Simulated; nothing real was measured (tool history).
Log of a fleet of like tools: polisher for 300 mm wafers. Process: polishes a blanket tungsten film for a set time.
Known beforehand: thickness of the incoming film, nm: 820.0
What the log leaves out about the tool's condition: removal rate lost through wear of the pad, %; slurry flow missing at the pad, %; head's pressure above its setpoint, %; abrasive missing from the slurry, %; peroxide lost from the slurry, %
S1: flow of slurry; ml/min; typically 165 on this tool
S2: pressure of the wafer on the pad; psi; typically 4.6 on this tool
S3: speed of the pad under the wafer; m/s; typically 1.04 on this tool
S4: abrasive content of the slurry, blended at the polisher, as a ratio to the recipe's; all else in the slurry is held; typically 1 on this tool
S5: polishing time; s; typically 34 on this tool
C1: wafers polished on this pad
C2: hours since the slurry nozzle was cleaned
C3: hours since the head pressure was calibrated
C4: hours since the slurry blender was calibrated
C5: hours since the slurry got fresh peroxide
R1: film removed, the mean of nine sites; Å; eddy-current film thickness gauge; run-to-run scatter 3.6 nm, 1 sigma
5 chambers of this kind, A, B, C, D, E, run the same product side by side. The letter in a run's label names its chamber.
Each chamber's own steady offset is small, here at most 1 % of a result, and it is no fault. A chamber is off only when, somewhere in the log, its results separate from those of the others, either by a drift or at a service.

-- hour=3.6 chamber E: slurry tank refilled with fresh slurry and peroxide
run 1B hour=4.6 | S1=165 S2=4.6 S3=1.04 S4=1 S5=34 | C1=244 C2=486.5 C3=438.3 C4=15.4 C5=94.9 | R1=2313.9
-- hour=6.8 chamber C: slurry blender recalibrated
run 2D hour=9 | S1=165 S2=4.6 S3=1.04 S4=1 S5=34 | C1=1191 C2=109.1 C3=558.9 C4=186.7 C5=11 | R1=2403.5
run 3C hour=13.4 | S1=165 S2=4.6 S3=1.04 S4=1 S5=34 | C1=662 C2=93.4 C3=14.7 C4=6.6 C5=44.9 | R1=2366.9
run 4A hour=15.9 | S1=165 S2=4.6 S3=1.04 S4=1 S5=34 | C1=302 C2=636 C3=594.1 C4=81.8 C5=139.7 | R1=2375.3
run 5E hour=18.8 | S1=165 S2=4.6 S3=1.04 S4=1 S5=34 | C1=623 C2=221.8 C3=553.6 C4=343.6 C5=15.2 | R1=2368
-- hour=19.4 chamber D: worn pad replaced by a new one
run 6B hour=23.2 | S1=165 S2=4.6 S3=1.04 S4=1 S5=34 | C1=449 C2=505.1 C3=456.9 C4=34 C5=113.5 | R1=2342.7
run 7D hour=27.9 | S1=165 S2=4.6 S3=1.04 S4=1 S5=34 | C1=94 C2=128 C3=577.8 C4=205.6 C5=29.9 | R1=2372.7
run 8E hour=32.8 | S1=165 S2=4.6 S3=1.04 S4=1 S5=34 | C1=778 C2=235.8 C3=567.6 C4=357.6 C5=29.2 | R1=2428.4
run 9A hour=37.2 | S1=195 S2=4.6 S3=1.04 S4=1 S5=34 | C1=537 C2=657.3 C3=615.4 C4=103.1 C5=161 | R1=2489.5
run 10C hour=40.2 | S1=195 S2=4.6 S3=1.04 S4=1 S5=34 | C1=958 C2=120.2 C3=41.5 C4=33.4 C5=71.7 | R1=2444.3
-- hour=42.1 chamber D: slurry blender recalibrated
-- hour=43.7 chamber A: slurry tank refilled with fresh slurry and peroxide
-- hour=45.1 chamber B: slurry tank refilled with fresh slurry and peroxide
run 11B hour=45.3 | S1=195 S2=4.6 S3=1.04 S4=1 S5=34 | C1=693 C2=527.2 C3=479 C4=56.1 C5=0.3 | R1=2381.9
-- hour=47.4 chamber A: worn pad replaced by a new one
-- hour=47.5 chamber E: slurry blender recalibrated
run 12A hour=48.4 | S1=195 S2=4.6 S3=1.04 S4=1 S5=34 | C1=11 C2=668.5 C3=626.6 C4=114.3 C5=4.8 | R1=2488.7
-- hour=50.8 chamber E: worn pad replaced by a new one
run 13D hour=51 | S1=195 S2=4.6 S3=1.04 S4=1 S5=34 | C1=349 C2=151.1 C3=600.9 C4=8.9 C5=53 | R1=2445.5
-- hour=51.3 chamber E: slurry tank refilled with fresh slurry and peroxide
-- hour=52.7 chamber A: slurry nozzle cleaned
run 14C hour=54.3 | S1=165 S2=4.6 S3=1.04 S4=1 S5=34 | C1=1114 C2=134.3 C3=55.6 C4=47.5 C5=85.8 | R1=2435
-- hour=56.3 chamber B: worn pad replaced by a new one
run 15E hour=58.4 | S1=165 S2=4.6 S3=1.04 S4=1 S5=34 | C1=84 C2=261.4 C3=593.2 C4=10.9 C5=7.1 | R1=2350.4
run 16B hour=62.8 | S1=165 S2=4.6 S3=1.04 S4=1 S5=34 | C1=71 C2=544.7 C3=496.5 C4=73.6 C5=17.8 | R1=2394.7
-- hour=63.6 chamber C: worn pad replaced by a new one
run 17E hour=65.4 | S1=165 S2=4.6 S3=1.04 S4=1 S5=34 | C1=161 C2=268.4 C3=600.2 C4=17.9 C5=14.1 | R1=2389.2
run 18A hour=68.1 | S1=165 S2=4.6 S3=1.04 S4=1 S5=34 | C1=228 C2=15.4 C3=646.3 C4=134 C5=24.5 | R1=2342.4
run 19C hour=73.2 | S1=165 S2=4.6 S3=1.04 S4=1 S5=34 | C1=105 C2=153.2 C3=74.5 C4=66.4 C5=104.7 | R1=2415.3
-- hour=73.4 chamber E: slurry nozzle cleaned
run 20D hour=75.7 | S1=165 S2=4.6 S3=1.38 S4=1 S5=34 | C1=622 C2=175.8 C3=625.6 C4=33.6 C5=77.7 | R1=3186.5
-- hour=78.6 chamber C: slurry tank refilled with fresh slurry and peroxide
run 21D hour=79.2 | S1=165 S2=4.6 S3=1.38 S4=1 S5=34 | C1=660 C2=179.3 C3=629.1 C4=37.1 C5=81.2 | R1=3246.3
run 22B hour=83.8 | S1=165 S2=4.6 S3=1.38 S4=1 S5=34 | C1=303 C2=565.7 C3=517.5 C4=94.6 C5=38.8 | R1=3157.7
run 23C hour=87.2 | S1=165 S2=4.6 S3=1.38 S4=1 S5=34 | C1=260 C2=167.2 C3=88.5 C4=80.4 C5=8.7 | R1=3214.7
run 24A hour=91.9 | S1=165 S2=4.6 S3=1.38 S4=1 S5=34 | C1=491 C2=39.2 C3=670.1 C4=157.8 C5=48.3 | R1=3212.5
-- hour=92.5 chamber E: slurry tank refilled with fresh slurry and peroxide
run 25E hour=96.2 | S1=165 S2=4.6 S3=1.04 S4=1 S5=34 | C1=501 C2=22.8 C3=631 C4=48.7 C5=3.8 | R1=2451.2
-- hour=100.2 chamber D: slurry tank refilled with fresh slurry and peroxide
run 26E hour=100.4 | S1=165 S2=4.6 S3=1.04 S4=1 S5=34 | C1=548 C2=27 C3=635.2 C4=52.9 C5=8 | R1=2485
run 27A hour=103.2 | S1=165 S2=4.6 S3=1.04 S4=1 S5=34 | C1=616 C2=50.5 C3=681.4 C4=169.1 C5=59.6 | R1=2361.8
run 28C hour=108.3 | S1=165 S2=4.6 S3=1.04 S4=1 S5=34 | C1=493 C2=188.3 C3=109.6 C4=101.5 C5=29.8 | R1=2444.2
run 29B hour=112.5 | S1=165 S2=4.6 S3=1.04 S4=1 S5=34 | C1=620 C2=594.4 C3=546.2 C4=123.3 C5=67.5 | R1=2427.1
run 30D hour=116.7 | S1=165 S2=4.6 S3=1.04 S4=1 S5=34 | C1=1074 C2=216.8 C3=666.6 C4=74.6 C5=16.6 | R1=2346.1

What goes on in this fleet: one chamber off, a drifting gauge, or nothing beyond the chambers' own small offsets? Name the chamber and the cause, if any.

Neither any chamber nor the gauge drifts; the chambers differ only by their own small, steady offsets.
